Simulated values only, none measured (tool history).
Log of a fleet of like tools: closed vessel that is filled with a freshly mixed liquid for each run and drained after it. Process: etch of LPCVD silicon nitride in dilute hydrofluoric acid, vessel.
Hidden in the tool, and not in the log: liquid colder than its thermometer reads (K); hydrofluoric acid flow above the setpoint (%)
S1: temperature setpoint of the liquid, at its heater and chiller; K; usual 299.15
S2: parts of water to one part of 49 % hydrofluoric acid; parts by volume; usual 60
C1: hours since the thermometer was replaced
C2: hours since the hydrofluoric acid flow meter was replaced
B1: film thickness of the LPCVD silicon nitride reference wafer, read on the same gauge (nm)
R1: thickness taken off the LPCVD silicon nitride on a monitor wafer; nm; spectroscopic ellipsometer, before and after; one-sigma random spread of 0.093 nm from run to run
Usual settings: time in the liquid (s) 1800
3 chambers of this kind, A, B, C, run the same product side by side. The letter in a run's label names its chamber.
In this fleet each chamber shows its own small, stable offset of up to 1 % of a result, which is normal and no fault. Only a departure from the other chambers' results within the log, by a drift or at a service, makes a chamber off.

{"run": "1A", "hour": 5.0, "S1": 299.15, "S2": 60, "time in the liquid (s)": 1800, "C1": 749.0, "C2": 540.7, "B1": 49.99, "R1": 19.141}
{"run": "2C", "hour": 14.9, "S1": 299.15, "S2": 60, "time in the liquid (s)": 1800, "C1": 503.0, "C2": 880.0, "B1": 49.985, "R1": 19.218}
{"run": "3B", "hour": 20.4, "S1": 299.15, "S2": 60, "time in the liquid (s)": 1800, "C1": 166.9, "C2": 671.0, "B1": 49.97, "R1": 19.315}
{"run": "4C", "hour": 27.0, "S1": 299.15, "S2": 60, "time in the liquid (s)": 1800, "C1": 515.1, "C2": 892.1, "B1": 49.999, "R1": 19.096}
{"run": "5B", "hour": 32.0, "S1": 299.15, "S2": 60, "time in the liquid (s)": 1800, "C1": 178.5, "C2": 682.6, "B1": 50.001, "R1": 19.118}
{"run": "6A", "hour": 38.9, "S1": 299.15, "S2": 60, "time in the liquid (s)": 1800, "C1": 782.9, "C2": 574.6, "B1": 50.01, "R1": 19.189}
{"run": "7C", "hour": 48.8, "S1": 299.15, "S2": 60, "time in the liquid (s)": 1800, "C1": 536.9, "C2": 913.9, "B1": 49.984, "R1": 19.19}
{"run": "8B", "hour": 57.9, "S1": 299.15, "S2": 60, "time in the liquid (s)": 1800, "C1": 204.4, "C2": 708.5, "B1": 49.983, "R1": 19.181}
{"run": "9A", "hour": 68.6, "S1": 299.15, "S2": 60, "time in the liquid (s)": 1800, "C1": 812.6, "C2": 604.3, "B1": 49.994, "R1": 19.202}
{"run": "10A", "hour": 75.3, "S1": 299.15, "S2": 60, "time in the liquid (s)": 1800, "C1": 819.3, "C2": 611.0, "B1": 49.976, "R1": 19.317}
{"run": "11B", "hour": 86.7, "S1": 299.15, "S2": 60, "time in the liquid (s)": 1800, "C1": 233.2, "C2": 737.3, "B1": 50.024, "R1": 19.313}
{"run": "12C", "hour": 95.7, "S1": 299.15, "S2": 60, "time in the liquid (s)": 1800, "C1": 583.8, "C2": 960.8, "B1": 50.007, "R1": 19.047}
{"run": "13B", "hour": 106.4, "S1": 299.15, "S2": 60, "time in the liquid (s)": 1800, "C1": 252.9, "C2": 757.0, "B1": 49.996, "R1": 19.008}
{"run": "14A", "hour": 116.4, "S1": 299.15, "S2": 60, "time in the liquid (s)": 1800, "C1": 860.4, "C2": 652.1, "B1": 49.986, "R1": 19.179}
{"run": "15C", "hour": 121.5, "S1": 299.15, "S2": 60, "time in the liquid (s)": 1800, "C1": 609.6, "C2": 986.6, "B1": 49.987, "R1": 19.298}
{"run": "16B", "hour": 132.1, "S1": 299.15, "S2": 60, "time in the liquid (s)": 1800, "C1": 278.6, "C2": 782.7, "B1": 50.006, "R1": 19.166}
{"run": "17C", "hour": 139.3, "S1": 299.15, "S2": 60, "time in the liquid (s)": 1800, "C1": 627.4, "C2": 1004.4, "B1": 50.004, "R1": 18.984}
{"run": "18A", "hour": 148.2, "S1": 299.15, "S2": 60, "time in the liquid (s)": 1800, "C1": 892.2, "C2": 683.9, "B1": 50.013, "R1": 19.174}
{"run": "19C", "hour": 156.4, "S1": 299.15, "S2": 35, "time in the liquid (s)": 2825, "C1": 644.5, "C2": 1021.5, "B1": 49.985, "R1": 50.09}
{"run": "20B", "hour": 164.9, "S1": 299.15, "S2": 35, "time in the liquid (s)": 2825, "C1": 311.4, "C2": 815.5, "B1": 49.993, "R1": 50.637}
{"run": "21A", "hour": 171.5, "S1": 299.15, "S2": 35, "time in the liquid (s)": 2825, "C1": 915.5, "C2": 707.2, "B1": 50.015, "R1": 50.656}
{"run": "22B", "hour": 177.0, "S1": 299.15, "S2": 60, "time in the liquid (s)": 1800, "C1": 323.5, "C2": 827.6, "B1": 50.013, "R1": 19.253}
{"run": "23A", "hour": 185.5, "S1": 299.15, "S2": 60, "time in the liquid (s)": 1800, "C1": 929.5, "C2": 721.2, "B1": 49.952, "R1": 19.145}
{"run": "24C", "hour": 196.2, "S1": 299.15, "S2": 60, "time in the liquid (s)": 1800, "C1": 684.3, "C2": 1061.3, "B1": 50.001, "R1": 18.942}
{"run": "25B", "hour": 203.1, "S1": 299.15, "S2": 60, "time in the liquid (s)": 1800, "C1": 349.6, "C2": 853.7, "B1": 49.992, "R1": 19.169}
{"run": "26A", "hour": 209.8, "S1": 299.15, "S2": 60, "time in the liquid (s)": 1800, "C1": 953.8, "C2": 745.5, "B1": 49.989, "R1": 19.142}
{"run": "27C", "hour": 217.8, "S1": 299.15, "S2": 60, "time in the liquid (s)": 1800, "C1": 705.9, "C2": 1082.9, "B1": 50.016, "R1": 19.172}
{"run": "28C", "hour": 228.3, "S1": 299.15, "S2": 60, "time in the liquid (s)": 1800, "C1": 716.4, "C2": 1093.4, "B1": 50.015, "R1": 18.954}
{"run": "29A", "hour": 238.1, "S1": 299.15, "S2": 60, "time in the liquid (s)": 1800, "C1": 982.1, "C2": 773.8, "B1": 50.011, "R1": 19.333}
{"run": "30B", "hour": 244.8, "S1": 299.15, "S2": 60, "time in the liquid (s)": 1800, "C1": 391.3, "C2": 895.4, "B1": 49.999, "R1": 19.174}
{"run": "31B", "hour": 250.6, "S1": 299.15, "S2": 60, "time in the liquid (s)": 1800, "C1": 397.1, "C2": 901.2, "B1": 50.004, "R1": 19.349}
{"run": "32A", "hour": 259.7, "S1": 299.15, "S2": 60, "time in the liquid (s)": 1800, "C1": 1003.7, "C2": 795.4, "B1": 49.966, "R1": 19.331}
{"run": "33C", "hour": 267.3, "S1": 303.15, "S2": 60, "time in the liquid (s)": 1800, "C1": 755.4, "C2": 1132.4, "B1": 49.964, "R1": 24.824}
{"run": "34A", "hour": 277.4, "S1": 303.15, "S2": 60, "time in the liquid (s)": 1800, "C1": 1021.4, "C2": 813.1, "B1": 50.025, "R1": 24.935}
{"hour": 279.3, "done": "chamber A: thermometer replaced"}
{"run": "35B", "hour": 288.0, "S1": 303.15, "S2": 60, "time in the liquid (s)": 1800, "C1": 434.5, "C2": 938.6, "B1": 49.975, "R1": 24.73}
{"run": "36C", "hour": 295.6, "S1": 299.15, "S2": 60, "time in the liquid (s)": 1800, "C1": 783.7, "C2": 1160.7, "B1": 50.01, "R1": 19.016}
{"run": "37A", "hour": 301.3, "S1": 299.15, "S2": 60, "time in the liquid (s)": 2295, "C1": 22.0, "C2": 837.0, "B1": 49.987, "R1": 24.584}
{"run": "38B", "hour": 306.3, "S1": 299.15, "S2": 60, "time in the liquid (s)": 2295, "C1": 452.8, "C2": 956.9, "B1": 50.0, "R1": 24.369}
{"run": "39C", "hour": 313.1, "S1": 299.15, "S2": 60, "time in the liquid (s)": 2295, "C1": 801.2, "C2": 1178.2, "B1": 50.013, "R1": 24.342}
{"run": "40A", "hour": 323.1, "S1": 299.15, "S2": 60, "time in the liquid (s)": 1285, "C1": 43.8, "C2": 858.8, "B1": 49.986, "R1": 13.732}

One chamber off, gauge drift, or nothing amiss beyond the chambers' own small offsets? If it is a chamber, which one, and what is the likeliest cause?

No chamber stands off beyond its own small offset, and the gauge holds steady.

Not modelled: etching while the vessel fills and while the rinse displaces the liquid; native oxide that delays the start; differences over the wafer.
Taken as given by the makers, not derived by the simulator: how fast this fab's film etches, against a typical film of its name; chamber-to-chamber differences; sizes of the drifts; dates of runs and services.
